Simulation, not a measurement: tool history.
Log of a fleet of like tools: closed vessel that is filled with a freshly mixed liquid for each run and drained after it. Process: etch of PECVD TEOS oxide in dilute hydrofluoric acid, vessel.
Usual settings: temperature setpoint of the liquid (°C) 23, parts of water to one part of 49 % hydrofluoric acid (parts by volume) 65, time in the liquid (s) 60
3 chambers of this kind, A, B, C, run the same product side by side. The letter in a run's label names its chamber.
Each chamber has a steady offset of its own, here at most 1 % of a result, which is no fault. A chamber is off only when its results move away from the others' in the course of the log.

run	day	temperature setpoint of the liquid (°C)	parts of water to one part of 49 % hydrofluoric acid (parts by volume)	time in the liquid (s)	hours since the thermometer was replaced	hours since the hydrofluoric acid flow meter was replaced	read-back film thickness of the PECVD TEOS oxide reference wafer, read on the same gauge (nm)	thickness taken off the PECVD TEOS oxide on a monitor wafer (angstrom)
1A	0.129	23	65	60	327.7	261.9	130	148.99
2B	0.238	23	65	60	783.9	140.5	130	148.87
3C	0.35	23	65	60	1150.2	1451.2	130	149.98
4A	0.521	23	65	60	337.1	271.3	129.99	146.25
5C	0.667	23	65	60	1157.8	1458.8	130	148.35
6B	0.771	23	65	30	796.7	153.3	129.99	75.532
7C	0.908	23	65	30	1163.6	1464.6	130.01	74.85
8B	1.021	23	65	30	802.7	159.3	130	76.777
9A	1.2	21.5	65	60	353.4	287.6	129.98	140.55
10C	1.333	21.5	65	60	1173.8	1474.8	130	139.02
11A	1.488	21.5	65	60	360.3	294.5	129.99	139.46
12B	1.567	23	65	60	815.8	172.4	130.02	157.11
13B	1.667	23	65	60	818.2	174.8	130.01	157.49
14A	1.8	23	65	60	367.8	302	130.01	148.4
15C	1.883	23	75	80	1187	1488	130	170.11
16A	2.008	23	75	80	372.8	307	129.99	170.91
17C	2.104	23	75	80	1192.3	1493.3	129.99	168.07
18B	2.229	23	65	60	831.7	188.3	129.99	158.62
19C	2.358	23	65	60	1198.4	1499.4	130	149.07
20A	2.533	23	65	60	385.4	319.6	130.01	146.6
21B	2.671	23	65	60	842.3	198.9	130	160.4
22A	2.8	23	65	60	391.8	326	129.99	148.18
23C	2.942	23	65	60	1212.4	1513.4	129.99	149.41
24B	3.104	23	65	60	852.7	209.3	130.01	164.61
25A	3.204	23	65	60	401.5	335.7	129.99	148.36
26C	3.317	23	65	60	1221.4	1522.4	130.01	151.31
27B	3.433	23	65	60	860.6	217.2	130	165.4

What goes on in this fleet: one chamber off, a drifting gauge, or nothing beyond the chambers' own small offsets? Name the chamber and the cause, if any.

Chamber B drifts away from the others.
Cause: hydrofluoric acid flow above the setpoint (%) = 11.2.
The log may not tell that from: liquid hotter than its thermometer reads (K).

Here are 4 candidates for chamber B's next run, each the usual settings with a change, their results left as question marks. Which one brings its results back in line with what the others give on the usual settings?
In line means no further than this from the other chambers' mean on the usual settings: thickness taken off the PECVD TEOS oxide on a monitor wafer (angstrom) 4.2
28B-1	3.558	20	65	60				?
28B-2	3.558	26	65	60				?
28B-3	3.558	22.5	70	55				?
28B-4	3.558	23.5	60	65				?

The other chambers' mean on the usual settings: thickness taken off the PECVD TEOS oxide on a monitor wafer (angstrom) 148.87
run	thickness taken off the PECVD TEOS oxide on a monitor wafer (angstrom)
28B-1	149.26
28B-2	190.82
28B-3	140.07
28B-4	203.76
28B-1 brings the chamber back in line.
